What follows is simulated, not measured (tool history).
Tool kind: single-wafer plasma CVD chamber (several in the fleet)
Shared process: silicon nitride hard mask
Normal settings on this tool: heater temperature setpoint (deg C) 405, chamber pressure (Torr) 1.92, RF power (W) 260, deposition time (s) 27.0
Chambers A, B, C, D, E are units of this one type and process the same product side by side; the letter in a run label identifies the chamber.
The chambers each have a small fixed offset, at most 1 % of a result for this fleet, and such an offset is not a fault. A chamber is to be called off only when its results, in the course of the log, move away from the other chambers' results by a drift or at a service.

run,hour,heater temperature setpoint (deg C),chamber pressure (Torr),RF power (W),deposition time (s),hours since the last thermocouple change,hours since the last RF generator calibration,hours since the last manometer calibration,"read-back reference wafer on the same gauge, thickness_nm",mean film thickness on the monitor wafer (nm)
1B,3.6,405,1.92,260,27.0,164.3,540.3,990.8,30.301,29.514
2D,9.6,405,1.92,260,27.0,1090.7,229.6,619.4,30.307,29.675
3C,13.5,405,1.92,260,27.0,1694.1,96.7,1628.1,30.317,29.599
4A,16.9,405,1.92,260,27.0,184.5,2462.3,1442.6,30.325,29.601
5E,23.0,405,1.92,260,27.0,1387.4,302.0,1512.9,30.326,29.571
# hour 26.3: chamber A: RF generator calibrated
6B,29.2,405,1.92,260,27.0,189.9,565.9,1016.4,30.329,29.511
7A,33.7,405,1.92,290,27.0,201.3,7.5,1459.4,30.322,31.942
# hour 35.3: chamber A: capacitance manometer re-zeroed and calibrated
8D,38.8,405,1.92,290,27.0,1119.9,258.8,648.6,30.342,31.902
9C,44.0,405,1.92,290,27.0,1724.6,127.2,1658.6,30.346,31.860
10E,49.7,405,1.92,290,27.0,1414.1,328.7,1539.6,30.347,31.959
11B,54.8,405,1.92,290,27.0,215.5,591.5,1042.0,30.359,31.848
12A,59.1,405,1.92,260,27.0,226.7,32.9,23.8,30.355,29.618
13D,65.3,405,1.92,260,27.0,1146.4,285.3,675.1,30.376,29.681
14C,70.8,405,1.92,260,27.0,1751.4,154.0,1685.4,30.375,29.621
15E,77.5,405,1.92,260,27.0,1441.9,356.5,1567.4,30.369,29.638
16E,83.2,405,1.92,260,27.0,1447.6,362.2,1573.1,30.388,29.583
# hour 87.4: chamber C: thermocouple changed; heater temperature recalibrated
17D,87.5,405,1.92,260,27.0,1168.6,307.5,697.3,30.379,29.734
# hour 90.5: chamber B: capacitance manometer re-zeroed and calibrated
18B,91.9,405,1.92,260,27.0,252.6,628.6,1.5,30.388,29.524
19C,95.1,405,1.92,260,27.0,7.7,178.3,1709.7,30.398,29.567
20A,98.5,405,1.92,260,27.0,266.1,72.3,63.2,30.391,29.722
21A,103.1,405,1.92,260,27.0,270.7,76.9,67.8,30.403,29.637
22E,108.7,405,1.92,260,27.0,1473.1,387.7,1598.6,30.406,29.651
23C,113.3,405,1.92,260,27.0,25.9,196.5,1727.9,30.421,29.562
24B,116.3,405,1.92,260,27.0,277.0,653.0,25.9,30.424,29.530
25D,121.9,405,1.92,260,27.0,1203.0,341.9,731.7,30.421,29.783
26E,128.4,405,1.92,260,27.0,1492.8,407.4,1618.3,30.433,29.689
27B,133.9,405,1.92,260,27.0,294.6,670.6,43.5,30.440,29.519
28C,136.9,405,1.92,260,27.0,49.5,220.1,1751.5,30.427,29.684
29D,141.8,405,1.92,260,27.0,1222.9,361.8,751.6,30.438,29.735
30A,147.0,405,2.19,260,29.3,314.6,120.8,111.7,30.448,33.299
31B,151.1,405,2.19,260,29.3,311.8,687.8,60.7,30.457,33.228
32D,157.0,405,2.19,260,29.3,1238.1,377.0,766.8,30.460,33.507
33E,160.1,405,2.19,260,29.3,1524.5,439.1,1650.0,30.461,33.364
34A,165.1,405,2.19,260,29.3,332.7,138.9,129.8,30.458,33.365
35C,169.7,405,1.92,260,27.0,82.3,252.9,1784.3,30.466,29.633
36E,174.3,405,1.92,260,27.0,1538.7,453.3,1664.2,30.479,29.639

All 5 chambers run these settings next. Forecast each chamber's results:
37A,179.2,405,1.61,260,27.0,,,,,?
37B,179.2,405,1.61,260,27.0,,,,,?
37C,179.2,405,1.61,260,27.0,,,,,?
37D,179.2,405,1.61,260,27.0,,,,,?
37E,179.2,405,1.61,260,27.0,,,,,?

run,mean film thickness on the monitor wafer (nm)
37A,28.276
37B,28.182
37C,28.261
37D,28.409
37E,28.313
